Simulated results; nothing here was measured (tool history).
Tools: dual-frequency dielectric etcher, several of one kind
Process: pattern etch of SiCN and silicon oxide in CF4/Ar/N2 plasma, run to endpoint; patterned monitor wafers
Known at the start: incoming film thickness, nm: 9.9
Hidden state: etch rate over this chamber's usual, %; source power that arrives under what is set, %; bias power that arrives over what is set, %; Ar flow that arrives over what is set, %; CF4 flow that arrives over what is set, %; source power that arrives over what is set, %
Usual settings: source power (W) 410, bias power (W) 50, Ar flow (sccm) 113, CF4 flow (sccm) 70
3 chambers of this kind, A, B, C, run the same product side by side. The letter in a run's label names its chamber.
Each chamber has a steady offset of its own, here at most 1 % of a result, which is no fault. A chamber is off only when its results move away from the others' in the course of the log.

run	day	source power (W)	bias power (W)	Ar flow (sccm)	CF4 flow (sccm)	hours since the last wet clean	hours since the last source power generator calibration	hours since the last bias power generator calibration	hours since the last Ar flow controller change	hours since the last CF4 flow controller change	endpoint time (s)
1B	0.475	410	50	113	70	232.4	300.2	605.5	1896.3	623.6	14.469
2C	0.804	410	50	113	70	587.2	1577.4	701.6	4552.4	2489.3	14.378
3A	1.067	410	50	113	70	353.7	739.9	1143.6	1698.4	3194.2	14.353
4B	1.467	410	50	113	70	256.2	324.0	629.3	1920.1	647.4	14.534
5C	1.821	410	62	113	62	611.6	1601.8	726.0	4576.8	2513.7	13.683
6A	2.238	410	62	113	62	381.8	768.0	1171.7	1726.5	3222.3	13.490
7A	2.704	410	62	113	62	393.0	779.2	1182.9	1737.7	3233.5	13.593
8C	2.971	410	50	113	70	639.2	1629.4	753.6	4604.4	2541.3	14.357
9B	3.412	410	50	113	70	302.9	370.7	676.0	1966.8	694.1	14.551
# day 3.467: chamber C: wet clean of the chamber
10A	3.812	410	50	113	70	419.6	805.8	1209.5	1764.3	3260.1	14.272
11B	4.250	410	50	113	70	323.0	390.8	696.1	1986.9	714.2	14.475
12C	4.725	410	50	113	70	30.2	1671.5	795.7	4646.5	2583.4	14.339
13C	5.188	410	50	113	70	41.3	1682.6	806.8	4657.6	2594.5	14.365
14A	5.504	410	50	113	70	460.2	846.4	1250.1	1804.9	3300.7	14.423
15B	5.792	410	50	113	53	360.0	427.8	733.1	2023.9	751.2	15.227
16C	6.129	410	50	113	53	63.9	1705.2	829.4	4680.2	2617.1	15.129
17B	6.400	410	50	113	53	374.6	442.4	747.7	2038.5	765.8	15.119
# day 6.425: chamber B: wet clean of the chamber
18A	6.700	410	50	113	70	488.9	875.1	1278.8	1833.6	3329.4	14.485
19C	6.938	410	50	132	70	83.3	1724.6	848.8	4699.6	2636.5	14.760
20A	7.175	410	50	132	70	500.3	886.5	1290.2	1845.0	3340.8	14.959
21B	7.458	410	50	132	70	24.8	467.8	773.1	2063.9	791.2	14.914
# day 7.904: chamber A: wet clean of the chamber
22A	7.933	410	50	113	70	0.7	904.7	1308.4	1863.2	3359.0	14.699
23C	8.296	410	50	113	70	115.9	1757.2	881.4	4732.2	2669.1	14.448
24B	8.775	410	50	113	70	56.4	499.4	804.7	2095.5	822.8	14.405
25C	9.262	410	50	113	70	139.1	1780.4	904.6	4755.4	2692.3	14.293
# day 9.500: chamber C: Ar flow controller replaced
26A	9.608	410	50	113	70	40.9	944.9	1348.6	1903.4	3399.2	14.792
27B	10.033	410	50	113	70	86.6	529.6	834.9	2125.7	853.0	14.469
28B	10.508	410	50	113	70	98.0	541.0	846.3	2137.1	864.4	14.500
29A	10.896	410	61	113	75	71.8	975.8	1379.5	1934.3	3430.1	13.846
30C	11.162	410	61	113	75	184.7	1826.0	950.2	39.9	2737.9	13.252
31C	11.404	410	61	113	75	190.5	1831.8	956.0	45.7	2743.7	13.296
32B	11.896	410	50	113	70	131.3	574.3	879.6	2170.4	897.7	14.436

Next, every chamber runs the same settings. What will each give?
33A	12.246	410	50	113	70						?
33B	12.246	410	50	113	70						?
33C	12.246	410	50	113	70						?

run	endpoint time (s)
33A	14.935
33B	14.418
33C	14.470
